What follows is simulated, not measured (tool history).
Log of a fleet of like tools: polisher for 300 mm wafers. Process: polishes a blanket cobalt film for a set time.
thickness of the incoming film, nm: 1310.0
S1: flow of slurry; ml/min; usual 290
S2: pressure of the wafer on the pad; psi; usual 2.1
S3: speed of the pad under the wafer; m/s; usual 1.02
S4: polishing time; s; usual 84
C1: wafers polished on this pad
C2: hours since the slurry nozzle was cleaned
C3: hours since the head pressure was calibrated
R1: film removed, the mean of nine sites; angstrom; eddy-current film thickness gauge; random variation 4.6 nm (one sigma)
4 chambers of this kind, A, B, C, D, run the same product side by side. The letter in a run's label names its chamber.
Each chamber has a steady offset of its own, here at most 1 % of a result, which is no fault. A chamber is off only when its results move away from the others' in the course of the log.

Run 1A, hour 8.6: usual settings; C1 154; C2 59.8; C3 276.0. Result: R1 4412.8 angstrom.
At hour 13.8: chamber D: worn pad replaced by a new one.
At hour 14.1: chamber B: worn pad replaced by a new one.
Run 2D, hour 18.7: usual settings; C1 42; C2 425.4; C3 608.9. Result: R1 4322.2 angstrom.
At hour 23.9: chamber D: slurry nozzle cleaned.
Run 3B, hour 26.6: usual settings; C1 107; C2 214.1; C3 1167.9. Result: R1 4350.6 angstrom.
Run 4C, hour 40.2: usual settings; C1 657; C2 213.5; C3 1207.7. Result: R1 4300.4 angstrom.
Run 5B, hour 50.6: usual settings; C1 313; C2 238.1; C3 1191.9. Result: R1 4332.2 angstrom.
At hour 56.1: chamber C: worn pad replaced by a new one.
Run 6C, hour 65.3: usual settings; C1 79; C2 238.6; C3 1232.8. Result: R1 4365.9 angstrom.
Run 7A, hour 74.8: usual settings; C1 722; C2 126.0; C3 342.2. Result: R1 4250.6 angstrom.
At hour 75.5: chamber C: slurry nozzle cleaned.
Run 8D, hour 84.4: usual settings but S4 93 s; C1 605; C2 60.5; C3 674.6. Result: R1 4821.8 angstrom.
Run 9C, hour 96.6: usual settings but S4 93 s; C1 347; C2 21.1; C3 1264.1. Result: R1 4834.4 angstrom.
Run 10B, hour 103.7: usual settings but S4 93 s; C1 768; C2 291.2; C3 1245.0. Result: R1 4865.1 angstrom.
At hour 111.7: chamber C: head pressure recalibrated.
Run 11A, hour 111.9: usual settings but S4 93 s; C1 1040; C2 163.1; C3 379.3. Result: R1 4867.8 angstrom.
Run 12D, hour 122.3: usual settings; C1 930; C2 98.4; C3 712.5. Result: R1 4425.5 angstrom.
Run 13D, hour 131.0: usual settings but S1 340 ml/min, S3 1.28 m/s; C1 1004; C2 107.1; C3 721.2. Result: R1 5576.2 angstrom.
At hour 136.2: chamber B: worn pad replaced by a new one.
At hour 139.0: chamber A: worn pad replaced by a new one.
Run 14B, hour 140.6: usual settings but S1 340 ml/min, S3 1.28 m/s; C1 38; C2 328.1; C3 1281.9. Result: R1 5490.2 angstrom.
At hour 148.4: chamber D: worn pad replaced by a new one.
Run 15A, hour 150.3: usual settings but S1 340 ml/min, S3 1.28 m/s; C1 97; C2 201.5; C3 417.7. Result: R1 5572.1 angstrom.
At hour 152.2: chamber A: slurry nozzle cleaned.
Run 16C, hour 157.2: usual settings but S1 340 ml/min, S3 1.28 m/s; C1 867; C2 81.7; C3 45.6. Result: R1 5581.6 angstrom.
At hour 157.5: chamber C: worn pad replaced by a new one.
Run 17D, hour 163.9: usual settings; C1 133; C2 140.0; C3 754.1. Result: R1 4395.1 angstrom.
Run 18B, hour 177.6: usual settings; C1 355; C2 365.1; C3 1318.9. Result: R1 4364.3 angstrom.
Run 19A, hour 190.4: usual settings but S2 1.5 psi, S4 101 s; C1 441; C2 38.2; C3 457.8. Result: R1 3777.1 angstrom.
Run 20C, hour 204.8: usual settings but S2 1.5 psi, S4 101 s; C1 405; C2 129.3; C3 93.2. Result: R1 3690.3 angstrom.
Run 21A, hour 213.2: usual settings but S2 1.5 psi, S4 101 s; C1 636; C2 61.0; C3 480.6. Result: R1 3768.2 angstrom.
At hour 216.4: chamber B: head pressure recalibrated.
Run 22D, hour 222.5: usual settings but S2 1.5 psi, S4 101 s; C1 635; C2 198.6; C3 812.7. Result: R1 3781.4 angstrom.
Run 23C, hour 229.8: usual settings; C1 619; C2 154.3; C3 118.2. Result: R1 4339.4 angstrom.
At hour 239.5: chamber C: worn pad replaced by a new one.
Run 24B, hour 241.9: usual settings; C1 906; C2 429.4; C3 25.6. Result: R1 4352.6 angstrom.
At hour 249.6: chamber B: worn pad replaced by a new one.
Run 25C, hour 254.2: usual settings; C1 126; C2 178.7; C3 142.6. Result: R1 4277.8 angstrom.
At hour 259.8: chamber B: slurry nozzle cleaned.
Run 26B, hour 264.3: usual settings; C1 126; C2 4.5; C3 48.0. Result: R1 4284.9 angstrom.
Run 27A, hour 277.2: usual settings; C1 1185; C2 125.0; C3 544.6. Result: R1 4601.0 angstrom.
At hour 280.1: chamber A: worn pad replaced by a new one.
At hour 284.9: chamber D: worn pad replaced by a new one.
Run 28D, hour 286.2: usual settings but S1 355 ml/min, S3 0.74 m/s; C1 11; C2 262.3; C3 876.4. Result: R1 3234.0 angstrom.
Run 29A, hour 301.3: usual settings but S1 355 ml/min, S3 0.74 m/s; C1 182; C2 149.1; C3 568.7. Result: R1 3421.2 angstrom.
Run 30B, hour 312.0: usual settings but S1 355 ml/min, S3 0.74 m/s; C1 535; C2 52.2; C3 95.7. Result: R1 3199.1 angstrom.
Run 31C, hour 320.7: usual settings but S1 355 ml/min, S3 0.74 m/s; C1 696; C2 245.2; C3 209.1. Result: R1 3243.6 angstrom.
At hour 333.5: chamber C: worn pad replaced by a new one.
Run 32D, hour 334.6: usual settings; C1 426; C2 310.7; C3 924.8. Result: R1 4413.8 angstrom.
Run 33B, hour 347.8: usual settings; C1 842; C2 88.0; C3 131.5. Result: R1 4368.2 angstrom.
Run 34D, hour 358.2: usual settings; C1 628; C2 334.3; C3 948.4. Result: R1 4399.0 angstrom.
At hour 365.5: chamber B: worn pad replaced by a new one.
At hour 367.3: chamber C: slurry nozzle cleaned.
Run 35C, hour 369.2: usual settings; C1 306; C2 1.9; C3 257.6. Result: R1 4296.2 angstrom.
At hour 374.3: chamber A: slurry nozzle cleaned.
Run 36A, hour 380.1: usual settings; C1 857; C2 5.9; C3 647.5. Result: R1 4803.0 angstrom.
At hour 395.0: chamber D: worn pad replaced by a new one.
Run 37D, hour 395.3: usual settings; C1 3; C2 371.4; C3 985.5. Result: R1 4279.7 angstrom.
Run 38C, hour 406.8: usual settings; C1 628; C2 39.5; C3 295.2. Result: R1 4378.0 angstrom.
At hour 416.7: chamber A: worn pad replaced by a new one.
Run 39B, hour 418.3: usual settings; C1 453; C2 158.5; C3 202.0. Result: R1 4358.2 angstrom.
Run 40A, hour 431.0: usual settings; C1 123; C2 56.8; C3 698.4. Result: R1 4832.8 angstrom.
Run 41B, hour 444.7: usual settings; C1 679; C2 184.9; C3 228.4. Result: R1 4430.1 angstrom.
Run 42A, hour 453.3: usual settings; C1 314; C2 79.1; C3 720.7. Result: R1 4804.6 angstrom.

Is one chamber off against the others, does the gauge drift, or is nothing wrong? If a chamber is off, say which, and what the likeliest cause is.

Chamber A drifts away from the others.
Cause: head's pressure above its setpoint, % = 11.9.

Here are 4 candidates for chamber A's next run, each the usual settings with a change, their results left as question marks. Which one brings its results back in line with what the others give on the usual settings?
In line means no further than this from the other chambers' mean on the usual settings: R1 160.0 angstrom
Run 43A-1, hour 464.3: usual settings but S2 2.0 psi, S4 79 s. Result: R1 ?.
Run 43A-2, hour 464.3: usual settings but S2 2.2 psi, S4 89 s. Result: R1 ?.
Run 43A-3, hour 464.3: usual settings but S4 66 s. Result: R1 ?.
Run 43A-4, hour 464.3: usual settings but S3 1.30 m/s. Result: R1 ?.

The other chambers' mean on the usual settings: R1 4340.0 angstrom
  run      R1
43A-1  4318.4
43A-2  5359.2
43A-3  3791.0
43A-4  6138.2
43A-1 brings the chamber back in line.
